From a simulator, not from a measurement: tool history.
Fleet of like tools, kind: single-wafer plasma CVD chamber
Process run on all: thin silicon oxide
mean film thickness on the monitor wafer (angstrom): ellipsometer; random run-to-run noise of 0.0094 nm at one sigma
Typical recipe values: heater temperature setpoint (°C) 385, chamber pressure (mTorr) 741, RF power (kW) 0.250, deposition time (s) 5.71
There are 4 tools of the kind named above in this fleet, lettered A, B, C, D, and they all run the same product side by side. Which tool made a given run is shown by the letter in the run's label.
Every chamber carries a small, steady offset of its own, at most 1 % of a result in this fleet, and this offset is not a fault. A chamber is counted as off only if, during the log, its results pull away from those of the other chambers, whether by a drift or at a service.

| run | day | heater temperature setpoint (°C) | chamber pressure (mTorr) | RF power (kW) | deposition time (s) | read-back reference wafer on the same gauge, thickness_nm | mean film thickness on the monitor wafer (angstrom) |
|---|---|---|---|---|---|---|---|
|  | 0.467 | chamber D: thermocouple changed; heater temperature recalibrated |
| 1D | 0.596 | 385 | 741 | 0.250 | 5.71 | 8.2906 | 91.410 |
| 2C | 1.133 | 385 | 741 | 0.250 | 5.71 | 8.2939 | 91.155 |
|  | 1.458 | chamber C: capacitance manometer re-zeroed and calibrated |
| 3A | 1.479 | 385 | 741 | 0.250 | 5.71 | 8.2925 | 90.391 |
| 4B | 2.083 | 385 | 741 | 0.250 | 5.71 | 8.2972 | 90.481 |
| 5C | 2.696 | 385 | 741 | 0.250 | 5.71 | 8.2983 | 91.088 |
| 6B | 3.008 | 385 | 741 | 0.250 | 5.71 | 8.2988 | 90.590 |
| 7A | 3.412 | 385 | 741 | 0.250 | 5.71 | 8.2977 | 90.297 |
| 8D | 3.896 | 379 | 741 | 0.250 | 5.71 | 8.2991 | 91.823 |
| 9A | 4.362 | 379 | 741 | 0.250 | 5.71 | 8.3025 | 90.913 |
| 10C | 4.650 | 379 | 741 | 0.250 | 5.71 | 8.3028 | 91.601 |
| 11B | 4.950 | 379 | 741 | 0.250 | 5.71 | 8.3028 | 91.080 |
| 12D | 5.525 | 385 | 741 | 0.250 | 5.71 | 8.3046 | 91.404 |
| 13A | 6.092 | 385 | 741 | 0.205 | 5.71 | 8.3049 | 82.727 |
| 14D | 6.658 | 385 | 741 | 0.205 | 5.71 | 8.3075 | 83.201 |
| 15C | 7.033 | 385 | 741 | 0.205 | 5.71 | 8.3121 | 83.231 |
| 16B | 7.504 | 385 | 741 | 0.205 | 5.71 | 8.3112 | 82.810 |
| 17B | 7.804 | 385 | 741 | 0.250 | 5.71 | 8.3116 | 90.638 |
| 18A | 8.346 | 385 | 741 | 0.250 | 5.71 | 8.3115 | 90.490 |
| 19C | 8.900 | 385 | 741 | 0.250 | 5.71 | 8.3139 | 91.465 |
| 20D | 9.171 | 385 | 741 | 0.250 | 5.71 | 8.3129 | 91.500 |
| 21C | 9.542 | 398 | 741 | 0.250 | 6.45 | 8.3170 | 102.270 |
| 22B | 10.058 | 398 | 741 | 0.250 | 6.45 | 8.3178 | 101.540 |
| 23A | 10.404 | 398 | 741 | 0.250 | 6.45 | 8.3180 | 101.660 |
| 24D | 10.704 | 398 | 741 | 0.250 | 6.45 | 8.3178 | 102.500 |
| 25D | 11.079 | 385 | 741 | 0.250 | 5.71 | 8.3201 | 91.761 |
| 26B | 11.429 | 385 | 741 | 0.250 | 5.71 | 8.3191 | 90.944 |
| 27A | 11.792 | 385 | 741 | 0.250 | 5.71 | 8.3211 | 90.717 |
| 28C | 12.288 | 385 | 741 | 0.250 | 5.71 | 8.3216 | 91.284 |
| 29B | 12.746 | 385 | 741 | 0.250 | 5.71 | 8.3222 | 91.061 |
| 30D | 13.171 | 385 | 741 | 0.250 | 5.71 | 8.3231 | 91.617 |

Next, all 4 chambers run the settings below, one line each with question marks for the results. What does each chamber give?
| 31A | 13.612 | 385 | 741 | 0.300 | 5.71 |  | ? |
| 31B | 13.612 | 385 | 741 | 0.300 | 5.71 |  | ? |
| 31C | 13.612 | 385 | 741 | 0.300 | 5.71 |  | ? |
| 31D | 13.612 | 385 | 741 | 0.300 | 5.71 |  | ? |

| run | mean film thickness on the monitor wafer (angstrom) |
|---|---|
| 31A | 98.083 |
| 31B | 98.212 |
| 31C | 99.172 |
| 31D | 99.197 |

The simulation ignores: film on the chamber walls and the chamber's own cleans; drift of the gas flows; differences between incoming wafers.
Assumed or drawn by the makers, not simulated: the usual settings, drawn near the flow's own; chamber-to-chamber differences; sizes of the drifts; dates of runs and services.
